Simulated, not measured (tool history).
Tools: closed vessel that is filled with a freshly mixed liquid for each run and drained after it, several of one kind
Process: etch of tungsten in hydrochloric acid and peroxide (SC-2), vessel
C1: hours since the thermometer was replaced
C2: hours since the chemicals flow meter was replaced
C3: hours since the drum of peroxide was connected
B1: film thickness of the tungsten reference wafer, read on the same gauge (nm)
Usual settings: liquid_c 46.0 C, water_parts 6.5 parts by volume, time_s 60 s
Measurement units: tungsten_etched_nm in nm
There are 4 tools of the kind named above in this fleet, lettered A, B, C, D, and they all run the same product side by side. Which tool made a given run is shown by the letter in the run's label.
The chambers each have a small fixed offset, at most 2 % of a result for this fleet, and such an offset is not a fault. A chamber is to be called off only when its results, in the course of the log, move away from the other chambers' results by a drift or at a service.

{"run": "1A", "day": 0.167, "liquid_c": 46.0, "water_parts": 6.5, "time_s": 60, "C1": 2319.9, "C2": 932.4, "C3": 224.7, "B1": 139.99, "tungsten_etched_nm": 9.1055}
{"run": "2C", "day": 0.358, "liquid_c": 46.0, "water_parts": 6.5, "time_s": 60, "C1": 217.5, "C2": 1687.2, "C3": 745.0, "B1": 140.02, "tungsten_etched_nm": 9.1255}
{"run": "3B", "day": 0.579, "liquid_c": 46.0, "water_parts": 6.5, "time_s": 60, "C1": 494.5, "C2": 407.7, "C3": 172.7, "B1": 140.01, "tungsten_etched_nm": 8.9485}
{"day": 0.646, "done": "chamber A: thermometer replaced"}
{"run": "4D", "day": 0.729, "liquid_c": 46.0, "water_parts": 6.5, "time_s": 60, "C1": 1918.7, "C2": 543.4, "C3": 273.0, "B1": 140.0, "tungsten_etched_nm": 9.4699}
{"run": "5C", "day": 0.975, "liquid_c": 46.0, "water_parts": 6.5, "time_s": 60, "C1": 232.3, "C2": 1702.0, "C3": 759.8, "B1": 140.0, "tungsten_etched_nm": 9.0441}
{"run": "6D", "day": 1.092, "liquid_c": 46.0, "water_parts": 6.5, "time_s": 60, "C1": 1927.4, "C2": 552.1, "C3": 281.7, "B1": 140.01, "tungsten_etched_nm": 9.1331}
{"run": "7B", "day": 1.35, "liquid_c": 46.0, "water_parts": 6.5, "time_s": 60, "C1": 513.0, "C2": 426.2, "C3": 191.2, "B1": 140.0, "tungsten_etched_nm": 9.0435}
{"run": "8A", "day": 1.475, "liquid_c": 46.0, "water_parts": 6.5, "time_s": 60, "C1": 19.9, "C2": 963.8, "C3": 256.1, "B1": 139.98, "tungsten_etched_nm": 9.3204}
{"run": "9D", "day": 1.679, "liquid_c": 46.0, "water_parts": 6.5, "time_s": 60, "C1": 1941.5, "C2": 566.2, "C3": 295.8, "B1": 140.01, "tungsten_etched_nm": 9.3745}
{"run": "10B", "day": 1.812, "liquid_c": 46.0, "water_parts": 6.5, "time_s": 60, "C1": 524.1, "C2": 437.3, "C3": 202.3, "B1": 140.0, "tungsten_etched_nm": 8.7716}
{"run": "11A", "day": 1.992, "liquid_c": 46.0, "water_parts": 6.5, "time_s": 60, "C1": 32.3, "C2": 976.2, "C3": 268.5, "B1": 139.98, "tungsten_etched_nm": 9.0257}
{"run": "12C", "day": 2.121, "liquid_c": 46.0, "water_parts": 6.5, "time_s": 60, "C1": 259.8, "C2": 1729.5, "C3": 787.3, "B1": 140.02, "tungsten_etched_nm": 9.254}
{"run": "13B", "day": 2.246, "liquid_c": 38.5, "water_parts": 6.5, "time_s": 60, "C1": 534.5, "C2": 447.7, "C3": 212.7, "B1": 140.01, "tungsten_etched_nm": 5.2373}
{"day": 2.262, "done": "chamber C: new drum of peroxide connected"}
{"run": "14A", "day": 2.446, "liquid_c": 38.5, "water_parts": 6.5, "time_s": 60, "C1": 43.2, "C2": 987.1, "C3": 279.4, "B1": 140.01, "tungsten_etched_nm": 5.3569}
{"run": "15C", "day": 2.708, "liquid_c": 38.5, "water_parts": 6.5, "time_s": 60, "C1": 273.9, "C2": 1743.6, "C3": 10.7, "B1": 140.01, "tungsten_etched_nm": 5.3593}
{"run": "16D", "day": 2.888, "liquid_c": 38.5, "water_parts": 6.5, "time_s": 60, "C1": 1970.5, "C2": 595.2, "C3": 324.8, "B1": 140.01, "tungsten_etched_nm": 5.3942}
{"run": "17B", "day": 3.029, "liquid_c": 46.0, "water_parts": 4.0, "time_s": 30, "C1": 553.3, "C2": 466.5, "C3": 231.5, "B1": 140.0, "tungsten_etched_nm": 6.1443}
{"run": "18A", "day": 3.254, "liquid_c": 46.0, "water_parts": 4.0, "time_s": 30, "C1": 62.6, "C2": 1006.5, "C3": 298.8, "B1": 140.06, "tungsten_etched_nm": 6.4744}
{"run": "19D", "day": 3.442, "liquid_c": 46.0, "water_parts": 4.0, "time_s": 30, "C1": 1983.8, "C2": 608.5, "C3": 338.1, "B1": 140.0, "tungsten_etched_nm": 6.4645}
{"run": "20C", "day": 3.558, "liquid_c": 46.0, "water_parts": 4.0, "time_s": 30, "C1": 294.3, "C2": 1764.0, "C3": 31.1, "B1": 140.0, "tungsten_etched_nm": 6.4231}
{"run": "21C", "day": 3.771, "liquid_c": 46.0, "water_parts": 6.5, "time_s": 60, "C1": 299.4, "C2": 1769.1, "C3": 36.2, "B1": 139.98, "tungsten_etched_nm": 9.1605}
{"run": "22A", "day": 3.992, "liquid_c": 46.0, "water_parts": 6.5, "time_s": 60, "C1": 80.3, "C2": 1024.2, "C3": 316.5, "B1": 140.03, "tungsten_etched_nm": 8.9979}
{"run": "23B", "day": 4.254, "liquid_c": 46.0, "water_parts": 6.5, "time_s": 60, "C1": 582.7, "C2": 495.9, "C3": 260.9, "B1": 140.03, "tungsten_etched_nm": 8.7414}
{"run": "24D", "day": 4.462, "liquid_c": 46.0, "water_parts": 6.5, "time_s": 60, "C1": 2008.3, "C2": 633.0, "C3": 362.6, "B1": 139.99, "tungsten_etched_nm": 9.1238}
{"run": "25A", "day": 4.658, "liquid_c": 46.0, "water_parts": 6.5, "time_s": 60, "C1": 96.3, "C2": 1040.2, "C3": 332.5, "B1": 140.0, "tungsten_etched_nm": 9.1844}
{"run": "26D", "day": 4.783, "liquid_c": 46.0, "water_parts": 6.5, "time_s": 60, "C1": 2016.0, "C2": 640.7, "C3": 370.3, "B1": 139.96, "tungsten_etched_nm": 9.2608}
{"run": "27B", "day": 4.917, "liquid_c": 55.5, "water_parts": 7.5, "time_s": 60, "C1": 598.6, "C2": 511.8, "C3": 276.8, "B1": 140.02, "tungsten_etched_nm": 14.142}
{"run": "28C", "day": 5.038, "liquid_c": 55.5, "water_parts": 7.5, "time_s": 60, "C1": 329.8, "C2": 1799.5, "C3": 66.6, "B1": 139.99, "tungsten_etched_nm": 15.497}
{"run": "29D", "day": 5.2, "liquid_c": 55.5, "water_parts": 7.5, "time_s": 60, "C1": 2026.0, "C2": 650.7, "C3": 380.3, "B1": 140.0, "tungsten_etched_nm": 15.382}
{"run": "30C", "day": 5.404, "liquid_c": 55.5, "water_parts": 7.5, "time_s": 60, "C1": 338.6, "C2": 1808.3, "C3": 75.4, "B1": 140.0, "tungsten_etched_nm": 15.305}

Is one chamber off against the others, does the gauge drift, or is nothing wrong? If a chamber is off, say which, and what the likeliest cause is.

One chamber, B, drifts off from the rest bit by bit.
What lies behind it: liquid colder than its thermometer reads (K) = 0.999.
The log may not separate it from: chemicals flow below the setpoint (%); peroxide weaker than its label (%).

Which of the 4 candidates below, each the usual settings with something changed and its results left as question marks, puts chamber B back in line with what the other chambers give on the usual settings?
Counts as in line when no further than this from what the other chambers average on the usual settings: tungsten_etched_nm 0.3100 nm
{"run": "31B-1", "day": 5.592, "liquid_c": 44.5, "water_parts": 6.5, "time_s": 60, "tungsten_etched_nm": "?"}
{"run": "31B-2", "day": 5.592, "liquid_c": 47.5, "water_parts": 6.5, "time_s": 60, "tungsten_etched_nm": "?"}
{"run": "31B-3", "day": 5.592, "liquid_c": 45.0, "water_parts": 6.5, "time_s": 55, "tungsten_etched_nm": "?"}
{"run": "31B-4", "day": 5.592, "liquid_c": 47.0, "water_parts": 6.5, "time_s": 65, "tungsten_etched_nm": "?"}

Other chambers, usual settings, mean: tungsten_etched_nm 9.1671 nm
run=31B-1 tungsten_etched_nm=7.5881
run=31B-2 tungsten_etched_nm=9.3017
run=31B-3 tungsten_etched_nm=7.2011
run=31B-4 tungsten_etched_nm=9.7454
31B-2 brings the chamber back in line.

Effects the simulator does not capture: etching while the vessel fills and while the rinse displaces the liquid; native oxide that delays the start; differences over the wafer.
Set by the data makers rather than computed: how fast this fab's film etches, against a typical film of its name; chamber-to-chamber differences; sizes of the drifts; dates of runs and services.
